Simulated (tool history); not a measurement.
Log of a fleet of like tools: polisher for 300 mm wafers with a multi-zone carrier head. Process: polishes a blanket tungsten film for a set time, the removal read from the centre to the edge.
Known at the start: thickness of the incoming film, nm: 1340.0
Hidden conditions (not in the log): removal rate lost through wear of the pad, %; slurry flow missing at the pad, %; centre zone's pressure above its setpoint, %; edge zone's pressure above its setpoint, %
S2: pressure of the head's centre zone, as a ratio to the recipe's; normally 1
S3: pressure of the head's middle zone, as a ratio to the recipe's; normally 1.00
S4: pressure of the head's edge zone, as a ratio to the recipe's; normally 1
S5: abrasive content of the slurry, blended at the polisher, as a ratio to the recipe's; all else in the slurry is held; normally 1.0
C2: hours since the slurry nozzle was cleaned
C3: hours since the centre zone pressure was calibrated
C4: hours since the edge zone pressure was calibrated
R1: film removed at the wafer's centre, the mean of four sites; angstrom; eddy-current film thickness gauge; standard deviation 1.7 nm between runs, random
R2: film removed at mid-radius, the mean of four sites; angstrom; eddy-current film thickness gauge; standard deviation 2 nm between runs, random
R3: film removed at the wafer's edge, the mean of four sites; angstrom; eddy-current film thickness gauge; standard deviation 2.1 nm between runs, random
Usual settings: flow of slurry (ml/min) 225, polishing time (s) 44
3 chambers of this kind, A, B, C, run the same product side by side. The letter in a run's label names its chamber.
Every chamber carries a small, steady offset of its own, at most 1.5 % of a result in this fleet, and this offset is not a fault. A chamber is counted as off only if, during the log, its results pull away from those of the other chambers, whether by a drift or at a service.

run 1A hour=6.5 | flow_of_slurry_(ml/min)=225 S2=1 S3=1.00 S4=1 S5=1.0 polishing_time_(s)=44 | wafers_polished_on_this_pad=686 C2=59.3 C3=373.0 C4=555.2 | R1=2450.9 R2=2423.6 R3=2422.9
run 2B hour=16.5 | flow_of_slurry_(ml/min)=225 S2=1 S3=1.00 S4=1 S5=1.0 polishing_time_(s)=44 | wafers_polished_on_this_pad=601 C2=228.2 C3=692.4 C4=237.5 | R1=2383.8 R2=2386.2 R3=2391.1
run 3C hour=23.5 | flow_of_slurry_(ml/min)=225 S2=1 S3=1.00 S4=1 S5=1.0 polishing_time_(s)=44 | wafers_polished_on_this_pad=851 C2=275.4 C3=772.5 C4=930.2 | R1=2437.7 R2=2440.0 R3=2408.5
-- hour=25.2 chamber C: worn pad replaced by a new one
run 4C hour=28.4 | flow_of_slurry_(ml/min)=225 S2=1 S3=1.00 S4=1 S5=1.0 polishing_time_(s)=44 | wafers_polished_on_this_pad=52 C2=280.3 C3=777.4 C4=935.1 | R1=2448.8 R2=2446.0 R3=2443.3
run 5B hour=33.7 | flow_of_slurry_(ml/min)=225 S2=1 S3=1.00 S4=1 S5=1.0 polishing_time_(s)=44 | wafers_polished_on_this_pad=880 C2=245.4 C3=709.6 C4=254.7 | R1=2396.6 R2=2384.0 R3=2399.5
-- hour=34.7 chamber B: worn pad replaced by a new one
run 6A hour=44.3 | flow_of_slurry_(ml/min)=225 S2=1 S3=1.00 S4=1 S5=0.9 polishing_time_(s)=32 | wafers_polished_on_this_pad=1297 C2=97.1 C3=410.8 C4=593.0 | R1=1733.1 R2=1720.3 R3=1726.4
run 7C hour=51.7 | flow_of_slurry_(ml/min)=225 S2=1 S3=1.00 S4=1 S5=0.9 polishing_time_(s)=32 | wafers_polished_on_this_pad=429 C2=303.6 C3=800.7 C4=958.4 | R1=1738.5 R2=1729.6 R3=1702.6
run 8A hour=59.8 | flow_of_slurry_(ml/min)=225 S2=1 S3=1.00 S4=1 S5=0.9 polishing_time_(s)=32 | wafers_polished_on_this_pad=1548 C2=112.6 C3=426.3 C4=608.5 | R1=1734.8 R2=1708.6 R3=1707.5
run 9B hour=65.0 | flow_of_slurry_(ml/min)=225 S2=1 S3=1.00 S4=1 S5=1.0 polishing_time_(s)=44 | wafers_polished_on_this_pad=490 C2=276.7 C3=740.9 C4=286.0 | R1=2353.2 R2=2443.0 R3=2375.7
run 10A hour=75.6 | flow_of_slurry_(ml/min)=225 S2=1 S3=1.00 S4=1 S5=1.0 polishing_time_(s)=44 | wafers_polished_on_this_pad=1804 C2=128.4 C3=442.1 C4=624.3 | R1=2422.6 R2=2395.1 R3=2387.4
-- hour=76.2 chamber C: worn pad replaced by a new one
run 11B hour=83.6 | flow_of_slurry_(ml/min)=225 S2=1 S3=1.00 S4=1 S5=1.3 polishing_time_(s)=58 | wafers_polished_on_this_pad=791 C2=295.3 C3=759.5 C4=304.6 | R1=3339.3 R2=3364.1 R3=3362.3
-- hour=87.1 chamber C: edge zone pressure recalibrated
-- hour=88.1 chamber B: worn pad replaced by a new one
run 12C hour=89.7 | flow_of_slurry_(ml/min)=225 S2=1 S3=1.00 S4=1 S5=1.3 polishing_time_(s)=58 | wafers_polished_on_this_pad=218 C2=341.6 C3=838.7 C4=2.7 | R1=3480.5 R2=3355.2 R3=3416.8
run 13B hour=99.2 | flow_of_slurry_(ml/min)=225 S2=1 S3=1.00 S4=1 S5=1.3 polishing_time_(s)=58 | wafers_polished_on_this_pad=179 C2=310.9 C3=775.1 C4=320.2 | R1=3391.3 R2=3382.8 R3=3390.4
-- hour=105.4 chamber B: edge zone pressure recalibrated
run 14A hour=108.4 | flow_of_slurry_(ml/min)=225 S2=1 S3=1.00 S4=1 S5=1.0 polishing_time_(s)=44 | wafers_polished_on_this_pad=2334 C2=161.2 C3=474.9 C4=657.1 | R1=2406.1 R2=2359.6 R3=2364.0
run 15C hour=115.4 | flow_of_slurry_(ml/min)=225 S2=1 S3=1.00 S4=1 S5=1.0 polishing_time_(s)=44 | wafers_polished_on_this_pad=634 C2=367.3 C3=864.4 C4=28.4 | R1=2464.6 R2=2429.3 R3=2411.2
-- hour=117.2 chamber A: edge zone pressure recalibrated
run 16C hour=121.8 | flow_of_slurry_(ml/min)=225 S2=1 S3=1.00 S4=1 S5=1.0 polishing_time_(s)=44 | wafers_polished_on_this_pad=737 C2=373.7 C3=870.8 C4=34.8 | R1=2451.3 R2=2411.1 R3=2425.8
-- hour=124.2 chamber C: worn pad replaced by a new one
-- hour=125.3 chamber A: slurry nozzle cleaned
run 17A hour=128.5 | flow_of_slurry_(ml/min)=225 S2=1 S3=1.00 S4=1 S5=1.0 polishing_time_(s)=44 | wafers_polished_on_this_pad=2659 C2=3.2 C3=495.0 C4=11.4 | R1=2373.9 R2=2350.1 R3=2338.8
run 18B hour=134.1 | flow_of_slurry_(ml/min)=225 S2=1 S3=1.00 S4=1 S5=1.0 polishing_time_(s)=44 | wafers_polished_on_this_pad=744 C2=345.8 C3=810.0 C4=28.7 | R1=2408.1 R2=2442.5 R3=2405.9
-- hour=143.9 chamber B: worn pad replaced by a new one
run 19C hour=144.9 | flow_of_slurry_(ml/min)=225 S2=1 S3=1.00 S4=1 S5=1.0 polishing_time_(s)=44 | wafers_polished_on_this_pad=335 C2=396.8 C3=893.9 C4=57.9 | R1=2447.9 R2=2444.4 R3=2410.8
run 20A hour=155.3 | flow_of_slurry_(ml/min)=225 S2=1 S3=1.00 S4=1 S5=1.0 polishing_time_(s)=44 | wafers_polished_on_this_pad=3093 C2=30.0 C3=521.8 C4=38.2 | R1=2357.0 R2=2314.1 R3=2374.9
run 21B hour=161.9 | flow_of_slurry_(ml/min)=225 S2=1 S3=1.00 S4=1 S5=1.0 polishing_time_(s)=44 | wafers_polished_on_this_pad=291 C2=373.6 C3=837.8 C4=56.5 | R1=2413.1 R2=2395.2 R3=2418.8
run 22C hour=169.2 | flow_of_slurry_(ml/min)=225 S2=1 S3=1.00 S4=1 S5=1.0 polishing_time_(s)=44 | wafers_polished_on_this_pad=729 C2=421.1 C3=918.2 C4=82.2 | R1=2472.4 R2=2465.5 R3=2396.8
-- hour=169.3 chamber B: slurry nozzle cleaned
-- hour=170.9 chamber C: worn pad replaced by a new one
run 23B hour=175.4 | flow_of_slurry_(ml/min)=225 S2=1 S3=1.00 S4=1 S5=1.0 polishing_time_(s)=44 | wafers_polished_on_this_pad=510 C2=6.2 C3=851.3 C4=70.0 | R1=2398.7 R2=2413.2 R3=2417.3
run 24A hour=181.4 | flow_of_slurry_(ml/min)=225 S2=1 S3=1.00 S4=1 S5=1.0 polishing_time_(s)=44 | wafers_polished_on_this_pad=3515 C2=56.1 C3=547.9 C4=64.3 | R1=2298.1 R2=2308.3 R3=2312.2
-- hour=182.1 chamber C: centre zone pressure recalibrated
run 25A hour=189.4 | flow_of_slurry_(ml/min)=225 S2=1 S3=1.00 S4=1 S5=1.0 polishing_time_(s)=44 | wafers_polished_on_this_pad=3645 C2=64.1 C3=555.9 C4=72.3 | R1=2309.8 R2=2293.9 R3=2274.4
-- hour=192.0 chamber B: worn pad replaced by a new one
run 26B hour=198.9 | flow_of_slurry_(ml/min)=225 S2=1 S3=1.00 S4=1 S5=1.0 polishing_time_(s)=44 | wafers_polished_on_this_pad=112 C2=29.7 C3=874.8 C4=93.5 | R1=2419.6 R2=2421.6 R3=2438.1
run 27C hour=206.3 | flow_of_slurry_(ml/min)=225 S2=1 S3=1.00 S4=1 S5=1.0 polishing_time_(s)=44 | wafers_polished_on_this_pad=572 C2=458.2 C3=24.2 C4=119.3 | R1=2429.9 R2=2440.3 R3=2410.7
run 28A hour=211.0 | flow_of_slurry_(ml/min)=225 S2=1 S3=1.00 S4=1 S5=1.0 polishing_time_(s)=44 | wafers_polished_on_this_pad=3994 C2=85.7 C3=577.5 C4=93.9 | R1=2250.1 R2=2263.0 R3=2279.5
run 29B hour=219.1 | flow_of_slurry_(ml/min)=225 S2=1 S3=1.00 S4=1 S5=1.0 polishing_time_(s)=44 | wafers_polished_on_this_pad=439 C2=49.9 C3=895.0 C4=113.7 | R1=2387.8 R2=2422.8 R3=2425.2
-- hour=227.5 chamber C: worn pad replaced by a new one
run 30C hour=228.0 | flow_of_slurry_(ml/min)=225 S2=1 S3=1.00 S4=1 S5=1.0 polishing_time_(s)=44 | wafers_polished_on_this_pad=8 C2=479.9 C3=45.9 C4=141.0 | R1=2477.8 R2=2450.8 R3=2410.1
run 31C hour=236.6 | flow_of_slurry_(ml/min)=225 S2=1 S3=1.00 S4=1 S5=1.0 polishing_time_(s)=44 | wafers_polished_on_this_pad=147 C2=488.5 C3=54.5 C4=149.6 | R1=2474.4 R2=2439.1 R3=2419.0
-- hour=238.7 chamber B: worn pad replaced by a new one
run 32B hour=246.9 | flow_of_slurry_(ml/min)=225 S2=1 S3=1.00 S4=1 S5=1.0 polishing_time_(s)=44 | wafers_polished_on_this_pad=134 C2=77.7 C3=922.8 C4=141.5 | R1=2388.9 R2=2429.4 R3=2421.6
run 33A hour=252.6 | flow_of_slurry_(ml/min)=225 S2=1 S3=1.00 S4=1 S5=1.0 polishing_time_(s)=44 | wafers_polished_on_this_pad=4667 C2=127.3 C3=619.1 C4=135.5 | R1=2235.2 R2=2218.5 R3=2199.8
run 34A hour=262.7 | flow_of_slurry_(ml/min)=225 S2=1 S3=1.00 S4=1 S5=1.0 polishing_time_(s)=44 | wafers_polished_on_this_pad=4831 C2=137.4 C3=629.2 C4=145.6 | R1=2230.5 R2=2232.3 R3=2241.8

Is one chamber off against the others, does the gauge drift, or is nothing wrong? If a chamber is off, say which, and what the likeliest cause is.

It is chamber A that slowly wanders off from its peers.
Likeliest cause: removal rate lost through wear of the pad, % = 8.65.

Which of the 4 candidates below, each the usual settings with something changed and its results left as question marks, puts chamber A back in line with what the other chambers give on the usual settings?
In line means no further than this from the other chambers' mean on the usual settings: R1 58.0 angstrom; R2 70.0 angstrom; R3 74.0 angstrom
run 35A-1 hour=270.4 | flow_of_slurry_(ml/min)=225 S2=1.00 S3=1.00 S4=1 S5=1.0 polishing_time_(s)=46 | R1=? R2=? R3=?
run 35A-2 hour=270.4 | flow_of_slurry_(ml/min)=230 S2=1.00 S3=1.01 S4=1 S5=1.0 polishing_time_(s)=48 | R1=? R2=? R3=?
run 35A-3 hour=270.4 | flow_of_slurry_(ml/min)=225 S2=1.00 S3=1.00 S4=1 S5=1.0 polishing_time_(s)=42 | R1=? R2=? R3=?
run 35A-4 hour=270.4 | flow_of_slurry_(ml/min)=220 S2=0.99 S3=0.99 S4=1 S5=1.0 polishing_time_(s)=41 | R1=? R2=? R3=?

On the usual settings, the other chambers give on average: R1 2425.2 angstrom; R2 2420.1 angstrom; R3 2413.4 angstrom
run=35A-1 R1=2324.1 R2=2317.3 R3=2323.0
run=35A-2 R1=2432.9 R2=2447.4 R3=2428.8
run=35A-3 R1=2122.0 R2=2115.8 R3=2121.0
run=35A-4 R1=2041.8 R2=2040.5 R3=2066.3
The right change is 35A-2: it brings the chamber back within the allowed miss of the others.
